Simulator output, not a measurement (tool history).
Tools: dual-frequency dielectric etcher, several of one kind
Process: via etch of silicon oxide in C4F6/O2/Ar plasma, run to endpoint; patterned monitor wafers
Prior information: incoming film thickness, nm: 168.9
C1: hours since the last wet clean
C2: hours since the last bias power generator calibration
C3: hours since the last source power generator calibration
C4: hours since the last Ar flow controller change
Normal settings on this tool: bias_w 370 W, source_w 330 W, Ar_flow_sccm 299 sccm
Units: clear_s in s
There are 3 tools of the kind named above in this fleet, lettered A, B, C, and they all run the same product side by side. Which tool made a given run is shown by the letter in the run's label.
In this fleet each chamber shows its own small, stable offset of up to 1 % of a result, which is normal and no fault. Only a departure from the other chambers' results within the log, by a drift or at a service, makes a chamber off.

Run 1A, hour 5.4: usual settings; C1 144.6; C2 292.4; C3 1820.2; C4 472.9. Result: clear_s 44.397 s.
Run 2B, hour 14.4: usual settings; C1 190.6; C2 187.9; C3 2420.4; C4 2278.9. Result: clear_s 44.445 s.
Run 3C, hour 21.4: usual settings; C1 375.0; C2 2094.4; C3 1731.0; C4 2547.6. Result: clear_s 45.168 s.
Run 4C, hour 28.8: usual settings; C1 382.4; C2 2101.8; C3 1738.4; C4 2555.0. Result: clear_s 45.232 s.
Run 5B, hour 34.5: usual settings; C1 210.7; C2 208.0; C3 2440.5; C4 2299.0. Result: clear_s 44.133 s.
Run 6A, hour 43.0: usual settings; C1 182.2; C2 330.0; C3 1857.8; C4 510.5. Result: clear_s 44.957 s.
Run 7B, hour 52.0: usual settings; C1 228.2; C2 225.5; C3 2458.0; C4 2316.5. Result: clear_s 44.963 s.
Run 8A, hour 57.9: usual settings; C1 197.1; C2 344.9; C3 1872.7; C4 525.4. Result: clear_s 44.694 s.
At hour 63.4: chamber C: wet clean of the chamber.
Run 9C, hour 67.1: usual settings; C1 3.7; C2 2140.1; C3 1776.7; C4 2593.3. Result: clear_s 42.946 s.
Run 10B, hour 72.4: usual settings; C1 248.6; C2 245.9; C3 2478.4; C4 2336.9. Result: clear_s 44.776 s.
Run 11C, hour 79.3: usual settings; C1 15.9; C2 2152.3; C3 1788.9; C4 2605.5. Result: clear_s 43.430 s.
Run 12A, hour 84.9: usual settings but source_w 290 W; C1 224.1; C2 371.9; C3 1899.7; C4 552.4. Result: clear_s 46.669 s.
Run 13A, hour 94.7: usual settings but source_w 290 W; C1 233.9; C2 381.7; C3 1909.5; C4 562.2. Result: clear_s 46.875 s.
Run 14C, hour 104.1: usual settings but source_w 290 W; C1 40.7; C2 2177.1; C3 1813.7; C4 2630.3. Result: clear_s 45.483 s.
Run 15B, hour 113.6: usual settings; C1 289.8; C2 287.1; C3 2519.6; C4 2378.1. Result: clear_s 44.809 s.
Run 16A, hour 123.5: usual settings but bias_w 317 W, source_w 260 W; C1 262.7; C2 410.5; C3 1938.3; C4 591.0. Result: clear_s 51.870 s.
Run 17C, hour 129.8: usual settings but bias_w 317 W, source_w 260 W; C1 66.4; C2 2202.8; C3 1839.4; C4 2656.0. Result: clear_s 50.407 s.
Run 18B, hour 137.8: usual settings but bias_w 317 W, source_w 260 W; C1 314.0; C2 311.3; C3 2543.8; C4 2402.3. Result: clear_s 51.571 s.
At hour 138.7: chamber C: bias power generator calibrated.
Run 19A, hour 147.6: usual settings; C1 286.8; C2 434.6; C3 1962.4; C4 615.1. Result: clear_s 45.088 s.
Run 20C, hour 156.5: usual settings; C1 93.1; C2 17.9; C3 1866.1; C4 2682.7. Result: clear_s 43.561 s.
Run 21B, hour 162.7: usual settings; C1 338.9; C2 336.2; C3 2568.7; C4 2427.2. Result: clear_s 44.770 s.
Run 22B, hour 167.8: usual settings; C1 344.0; C2 341.3; C3 2573.8; C4 2432.3. Result: clear_s 44.718 s.
Run 23A, hour 176.4: usual settings but bias_w 433 W, Ar_flow_sccm 355 sccm; C1 315.6; C2 463.4; C3 1991.2; C4 643.9. Result: clear_s 42.799 s.
Run 24C, hour 183.0: usual settings but bias_w 433 W, Ar_flow_sccm 355 sccm; C1 119.6; C2 44.4; C3 1892.6; C4 2709.2. Result: clear_s 42.292 s.
Run 25B, hour 188.9: usual settings but bias_w 433 W, Ar_flow_sccm 355 sccm; C1 365.1; C2 362.4; C3 2594.9; C4 2453.4. Result: clear_s 43.256 s.

Each of the 3 chambers runs these same settings next. Fill in every chamber's results:
Run 26A, hour 196.2: usual settings but Ar_flow_sccm 244 sccm. Result: clear_s ?.
Run 26B, hour 196.2: usual settings but Ar_flow_sccm 244 sccm. Result: clear_s ?.
Run 26C, hour 196.2: usual settings but Ar_flow_sccm 244 sccm. Result: clear_s ?.

run  clear_s
26A   43.955
26B   43.859
26C   42.481
